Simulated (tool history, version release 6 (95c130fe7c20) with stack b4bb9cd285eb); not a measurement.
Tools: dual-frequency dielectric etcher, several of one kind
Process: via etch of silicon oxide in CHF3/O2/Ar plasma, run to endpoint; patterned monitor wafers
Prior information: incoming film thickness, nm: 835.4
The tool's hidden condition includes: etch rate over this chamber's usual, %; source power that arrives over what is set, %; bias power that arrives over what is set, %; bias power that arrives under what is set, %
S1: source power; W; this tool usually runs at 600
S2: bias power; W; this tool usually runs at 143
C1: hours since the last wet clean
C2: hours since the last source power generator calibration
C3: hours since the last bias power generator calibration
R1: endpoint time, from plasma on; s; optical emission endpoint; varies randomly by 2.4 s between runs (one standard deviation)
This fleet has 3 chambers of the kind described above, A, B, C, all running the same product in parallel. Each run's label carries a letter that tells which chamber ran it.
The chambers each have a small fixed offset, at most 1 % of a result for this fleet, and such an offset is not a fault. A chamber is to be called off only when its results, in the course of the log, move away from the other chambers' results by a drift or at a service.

run 1A hour=3.0 | S1=600 S2=143 | C1=135.9 C2=968.6 C3=37.4 | R1=455.34
run 2C hour=7.8 | S1=600 S2=143 | C1=219.8 C2=707.0 C3=3495.2 | R1=456.33
run 3B hour=10.8 | S1=600 S2=143 | C1=428.1 C2=2178.3 C3=163.4 | R1=460.76
run 4C hour=13.5 | S1=600 S2=143 | C1=225.5 C2=712.7 C3=3500.9 | R1=456.57
run 5A hour=18.6 | S1=600 S2=116 | C1=151.5 C2=984.2 C3=53.0 | R1=491.06
run 6B hour=22.7 | S1=600 S2=116 | C1=440.0 C2=2190.2 C3=175.3 | R1=493.64
run 7A hour=26.9 | S1=600 S2=116 | C1=159.8 C2=992.5 C3=61.3 | R1=486.53
run 8B hour=31.5 | S1=600 S2=143 | C1=448.8 C2=2199.0 C3=184.1 | R1=457.75
run 9C hour=34.0 | S1=600 S2=143 | C1=246.0 C2=733.2 C3=3521.4 | R1=458.48
run 10A hour=39.2 | S1=600 S2=143 | C1=172.1 C2=1004.8 C3=73.6 | R1=457.13
run 11C hour=43.3 | S1=600 S2=143 | C1=255.3 C2=742.5 C3=3530.7 | R1=453.89
run 12B hour=46.6 | S1=600 S2=143 | C1=463.9 C2=2214.1 C3=199.2 | R1=460.29
run 13C hour=51.2 | S1=600 S2=143 | C1=263.2 C2=750.4 C3=3538.6 | R1=454.45
run 14A hour=55.7 | S1=600 S2=143 | C1=188.6 C2=1021.3 C3=90.1 | R1=458.51
run 15B hour=59.9 | S1=600 S2=143 | C1=477.2 C2=2227.4 C3=212.5 | R1=459.51
run 16A hour=65.1 | S1=680 S2=172 | C1=198.0 C2=1030.7 C3=99.5 | R1=413.48
run 17B hour=68.8 | S1=680 S2=172 | C1=486.1 C2=2236.3 C3=221.4 | R1=409.78
run 18C hour=73.1 | S1=680 S2=172 | C1=285.1 C2=772.3 C3=3560.5 | R1=406.76
run 19C hour=78.3 | S1=600 S2=143 | C1=290.3 C2=777.5 C3=3565.7 | R1=456.36
run 20A hour=83.6 | S1=600 S2=143 | C1=216.5 C2=1049.2 C3=118.0 | R1=459.51
run 21B hour=86.4 | S1=650 S2=174 | C1=503.7 C2=2253.9 C3=239.0 | R1=418.11
run 22B hour=91.6 | S1=650 S2=174 | C1=508.9 C2=2259.1 C3=244.2 | R1=415.50
run 23C hour=95.8 | S1=650 S2=174 | C1=307.8 C2=795.0 C3=3583.2 | R1=415.57
run 24A hour=99.2 | S1=600 S2=143 | C1=232.1 C2=1064.8 C3=133.6 | R1=459.86

All chambers now run identical settings, listed one chamber a line with results as question marks. What results will each chamber show?
run 25A hour=103.2 | S1=600 S2=143 | R1=?
run 25B hour=103.2 | S1=600 S2=143 | R1=?
run 25C hour=103.2 | S1=600 S2=143 | R1=?

run=25A R1=460.35
run=25B R1=460.88
run=25C R1=451.21
